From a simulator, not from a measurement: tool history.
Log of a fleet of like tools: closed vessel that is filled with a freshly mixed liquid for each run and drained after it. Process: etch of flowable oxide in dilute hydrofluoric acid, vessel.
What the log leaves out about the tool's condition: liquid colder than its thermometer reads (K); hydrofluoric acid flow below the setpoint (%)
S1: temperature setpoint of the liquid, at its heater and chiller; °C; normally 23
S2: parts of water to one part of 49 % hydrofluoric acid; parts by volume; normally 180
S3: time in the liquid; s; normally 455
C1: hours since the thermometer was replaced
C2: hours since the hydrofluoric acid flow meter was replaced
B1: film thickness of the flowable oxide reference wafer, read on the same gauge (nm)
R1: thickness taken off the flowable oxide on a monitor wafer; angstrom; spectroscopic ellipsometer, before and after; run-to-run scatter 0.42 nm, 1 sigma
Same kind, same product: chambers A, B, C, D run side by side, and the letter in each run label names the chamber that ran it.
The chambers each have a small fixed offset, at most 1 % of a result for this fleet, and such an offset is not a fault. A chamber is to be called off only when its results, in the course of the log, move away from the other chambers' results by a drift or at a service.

run   hour    S1   S2   S3      C1      C2      B1      R1
       6.9  -- chamber D: thermometer replaced
 1D   10.8    23  180  455       4  1354.8  70.009  564.87
      20.8  -- chamber C: hydrofluoric acid flow meter replaced
 2C     24    23  180  455  1064.5     3.2  69.994  576.77
 3A   32.9    23  180  455    1438   126.2  69.981  571.92
 4B     40    23  180  455   708.6     300  70.013  564.34
 5D   48.1    23  180  455    41.3  1392.1  70.006  562.71
 6B   58.3    23  180  455   726.9   318.3  70.002  572.19
 7A   68.5    23  180  455  1473.6   161.8  70.009  566.99
 8C   78.2    23  180  455  1118.7    57.4  70.014   577.6
 9A   91.1    23  180  455  1496.2   184.4  69.995  573.55
10D    101    23  180  455    94.2    1445  70.011   565.6
11B  111.7    23  180  455   780.3   371.7  69.997  567.49
12C  122.1    23  180  455  1162.6   101.3  69.999  574.93
13A  130.9    23  180  455    1536   224.2  70.003  572.36
14B  143.8    23  180  455   812.4   403.8  69.999  557.84
15C  155.3    23  180  455  1195.8   134.5  69.976  572.74
16D  167.2  18.5  180  675   160.4  1511.2  69.997  718.74
17D  177.3  18.5  180  675   170.5  1521.3  69.976  709.39
18A  184.6  18.5  180  675  1589.7   277.9  70.008  718.07
19B  190.8  18.5  180  675   859.4   450.8  69.991  692.04
20C  200.3    23  180  455  1240.8   179.5  69.993  567.16
21C  209.6    23  180  455  1250.1   188.8  69.996   569.7
22B  222.6    23  180  455   891.2   482.6  69.985  553.02
23D  236.1  19.5  180  455   229.3  1580.1  70.011  489.28
     239.6  -- chamber A: thermometer replaced
24A  248.3  19.5  180  455     8.7   341.6  69.961  502.87
25D    255  19.5  180  455   248.2    1599  70.013  492.07
26B  267.8  19.5  180  455   936.4   527.8  69.981  472.09
27A  281.1    23  180  455    41.5   374.4   69.99  568.18
28C  287.5    23  180  455    1328   266.7  70.008  568.27
29B  297.9    23  180  455   966.5   557.9  69.977  538.36

Has any chamber moved away from the others, gradually or after a service, or does the common gauge drift, or do the chambers differ only by their own small steady offsets? State the chamber and the most likely cause if one applies.

It is chamber B that slowly wanders off from its peers.
What lies behind it: hydrofluoric acid flow below the setpoint (%) = 4.82.
With only this log, it may be confused with: liquid colder than its thermometer reads (K).

Which of the 4 candidates below, each the usual settings with something changed and its results left as question marks, puts chamber B back in line with what the other chambers give on the usual settings?
In line means no further than this from the other chambers' mean on the usual settings: R1 15 angstrom
30B-1  307.8  23  195  455               ?
30B-2  307.8  23  165  455               ?
30B-3  307.8  23  175  465               ?
30B-4  307.8  23  180  430               ?

The other chambers' mean on the usual settings: R1 569.85 angstrom
  run      R1
30B-1  490.93
30B-2  598.13
30B-3   570.5
30B-4  510.29
The answer is 30B-3, which returns the chamber to within the allowed miss of the others.
